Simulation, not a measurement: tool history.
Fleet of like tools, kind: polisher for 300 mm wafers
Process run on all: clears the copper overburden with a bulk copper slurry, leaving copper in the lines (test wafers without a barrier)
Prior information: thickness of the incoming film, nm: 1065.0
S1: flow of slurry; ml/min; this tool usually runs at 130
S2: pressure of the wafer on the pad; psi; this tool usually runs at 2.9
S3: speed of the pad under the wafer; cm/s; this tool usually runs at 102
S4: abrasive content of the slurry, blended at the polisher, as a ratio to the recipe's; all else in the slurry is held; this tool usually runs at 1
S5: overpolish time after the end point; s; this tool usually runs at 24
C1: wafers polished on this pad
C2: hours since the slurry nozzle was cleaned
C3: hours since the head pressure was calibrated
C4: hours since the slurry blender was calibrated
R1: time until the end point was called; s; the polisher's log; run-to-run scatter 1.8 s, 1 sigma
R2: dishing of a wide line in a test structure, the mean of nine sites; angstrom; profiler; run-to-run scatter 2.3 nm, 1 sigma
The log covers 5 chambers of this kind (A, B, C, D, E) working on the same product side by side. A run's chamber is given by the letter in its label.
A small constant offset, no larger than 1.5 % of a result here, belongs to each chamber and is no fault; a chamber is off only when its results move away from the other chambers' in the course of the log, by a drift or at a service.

run 1C hour=4.9 | S1=130 S2=2.9 S3=102 S4=1 S5=24 | C1=109 C2=581 C3=282.2 C4=245.7 | R1=129.41 R2=1007.3
run 2A hour=9.3 | S1=130 S2=2.9 S3=102 S4=1 S5=24 | C1=369 C2=139.7 C3=843.5 C4=107.3 | R1=127.11 R2=1030.4
run 3B hour=13.6 | S1=130 S2=2.9 S3=102 S4=1 S5=24 | C1=167 C2=280 C3=227.3 C4=44.2 | R1=124.59 R2=983.08
-- hour=16.5 chamber E: worn pad replaced by a new one
run 4D hour=16.5 | S1=130 S2=2.9 S3=102 S4=1 S5=24 | C1=328 C2=570.9 C3=230.7 C4=33.5 | R1=127.84 R2=998.71
run 5E hour=20.8 | S1=130 S2=2.9 S3=102 S4=1 S5=24 | C1=39 C2=350.7 C3=761.5 C4=113.1 | R1=130.54 R2=1000.8
run 6B hour=23.1 | S1=130 S2=2.9 S3=102 S4=1 S5=24 | C1=252 C2=289.5 C3=236.8 C4=53.7 | R1=124.36 R2=1022
run 7C hour=28 | S1=130 S2=2.9 S3=102 S4=1 S5=24 | C1=316 C2=604.1 C3=305.3 C4=268.8 | R1=132.54 R2=961.58
run 8E hour=31 | S1=130 S2=2.9 S3=102 S4=1 S5=24 | C1=130 C2=360.9 C3=771.7 C4=123.3 | R1=131.3 R2=985.97
run 9A hour=34.4 | S1=130 S2=2.9 S3=102 S4=1 S5=24 | C1=593 C2=164.8 C3=868.6 C4=132.4 | R1=127.72 R2=1042.6
run 10D hour=38.4 | S1=130 S2=2.9 S3=102 S4=1 S5=36 | C1=524 C2=592.8 C3=252.6 C4=55.4 | R1=125.98 R2=1193.5
run 11A hour=41.6 | S1=130 S2=2.9 S3=102 S4=1 S5=36 | C1=658 C2=172 C3=875.8 C4=139.6 | R1=124.7 R2=1214.5
run 12E hour=46.4 | S1=130 S2=2.9 S3=102 S4=1 S5=36 | C1=268 C2=376.3 C3=787.1 C4=138.7 | R1=130.31 R2=1257.6
run 13B hour=49.1 | S1=130 S2=2.9 S3=102 S4=1 S5=36 | C1=485 C2=315.5 C3=262.8 C4=79.7 | R1=129.09 R2=1206.6
run 14D hour=52.6 | S1=130 S2=2.9 S3=102 S4=1 S5=36 | C1=651 C2=607 C3=266.8 C4=69.6 | R1=124.84 R2=1212.4
-- hour=53.5 chamber A: slurry blender recalibrated
-- hour=54.5 chamber C: worn pad replaced by a new one
run 15C hour=55.6 | S1=130 S2=2.9 S3=102 S4=1.3 S5=24 | C1=10 C2=631.7 C3=332.9 C4=296.4 | R1=128.5 R2=1008.7
-- hour=56.2 chamber A: slurry nozzle cleaned
run 16C hour=60.5 | S1=130 S2=2.9 S3=102 S4=1.3 S5=24 | C1=54 C2=636.6 C3=337.8 C4=301.3 | R1=129.02 R2=1028.7
run 17A hour=64.7 | S1=130 S2=2.9 S3=102 S4=1.3 S5=24 | C1=865 C2=8.5 C3=898.9 C4=11.2 | R1=119.32 R2=1034.2
run 18D hour=67.8 | S1=130 S2=2.9 S3=102 S4=1.3 S5=24 | C1=787 C2=622.2 C3=282 C4=84.8 | R1=121.33 R2=1040
run 19E hour=70.5 | S1=130 S2=2.9 S3=102 S4=1.3 S5=24 | C1=484 C2=400.4 C3=811.2 C4=162.8 | R1=122.1 R2=1083.4
run 20B hour=73.2 | S1=130 S2=2.9 S3=102 S4=1 S5=24 | C1=701 C2=339.6 C3=286.9 C4=103.8 | R1=126.3 R2=979.68
run 21E hour=76.6 | S1=130 S2=2.9 S3=102 S4=1 S5=24 | C1=538 C2=406.5 C3=817.3 C4=168.9 | R1=131.26 R2=963.08
-- hour=79 chamber A: worn pad replaced by a new one
run 22A hour=81 | S1=130 S2=2.9 S3=102 S4=1 S5=24 | C1=18 C2=24.8 C3=915.2 C4=27.5 | R1=125.08 R2=1067.9
run 23D hour=85 | S1=130 S2=2.9 S3=102 S4=1 S5=24 | C1=941 C2=639.4 C3=299.2 C4=102 | R1=128.14 R2=992.75
run 24C hour=87.8 | S1=130 S2=2.9 S3=102 S4=1 S5=24 | C1=298 C2=663.9 C3=365.1 C4=328.6 | R1=139.06 R2=924.68
-- hour=88.3 chamber B: worn pad replaced by a new one
-- hour=90.2 chamber E: slurry blender recalibrated
run 25B hour=90.9 | S1=130 S2=2.9 S3=102 S4=0.85 S5=15 | C1=23 C2=357.3 C3=304.6 C4=121.5 | R1=130.78 R2=720.77
run 26E hour=95.1 | S1=130 S2=2.9 S3=102 S4=0.85 S5=15 | C1=704 C2=425 C3=835.8 C4=4.9 | R1=136.7 R2=726.49
run 27B hour=99 | S1=130 S2=2.9 S3=102 S4=0.85 S5=15 | C1=95 C2=365.4 C3=312.7 C4=129.6 | R1=130.09 R2=720.44
run 28A hour=101.3 | S1=130 S2=2.9 S3=102 S4=0.85 S5=15 | C1=199 C2=45.1 C3=935.5 C4=47.8 | R1=132.07 R2=743.74
run 29C hour=105.5 | S1=130 S2=2.9 S3=102 S4=0.85 S5=15 | C1=456 C2=681.6 C3=382.8 C4=346.3 | R1=147.78 R2=660.35
run 30D hour=110.3 | S1=130 S2=2.9 S3=102 S4=1 S5=24 | C1=1168 C2=664.7 C3=324.5 C4=127.3 | R1=126.32 R2=1004.3
-- hour=110.6 chamber C: worn pad replaced by a new one
run 31C hour=112.8 | S1=130 S2=2.9 S3=102 S4=1 S5=24 | C1=20 C2=688.9 C3=390.1 C4=353.6 | R1=145.21 R2=930.13
-- hour=114.3 chamber D: worn pad replaced by a new one
run 32D hour=117 | S1=130 S2=2.9 S3=102 S4=1 S5=24 | C1=24 C2=671.4 C3=331.2 C4=134 | R1=126.22 R2=965.73

Which is it: a chamber that has drifted or been left off by a service, a gauge drift common to all chambers, or only each chamber's usual small offset? If a chamber is off, name it and its likeliest cause.

One chamber, C, drifts off from the rest bit by bit.
What lies behind it: slurry flow missing at the pad, % = 39.1.
The log may not separate it from: head's pressure below its setpoint, %.

Which of the 4 candidates below, each the usual settings with something changed and its results left as question marks, puts chamber C back in line with what the other chambers give on the usual settings?
Maximum distance from the other chambers' mean on the usual settings for a result to count as in line: R1 6.2 s; R2 80 angstrom
run 33C-1 hour=120.6 | S1=130 S2=3 S3=106 S4=1 S5=24 | R1=? R2=?
run 33C-2 hour=120.6 | S1=125 S2=2.7 S3=94 S4=1 S5=25 | R1=? R2=?
run 33C-3 hour=120.6 | S1=135 S2=3.1 S3=110 S4=1 S5=23 | R1=? R2=?
run 33C-4 hour=120.6 | S1=130 S2=2.8 S3=98 S4=1 S5=24 | R1=? R2=?

The other chambers' mean on the usual settings: R1 127.49 s; R2 998.75 angstrom
run=33C-1 R1=137.62 R2=963.13
run=33C-2 R1=174 R2=841.66
run=33C-3 R1=126.98 R2=989.69
run=33C-4 R1=159.13 R2=872.41
With 33C-3, the chamber falls back in line with the rest.
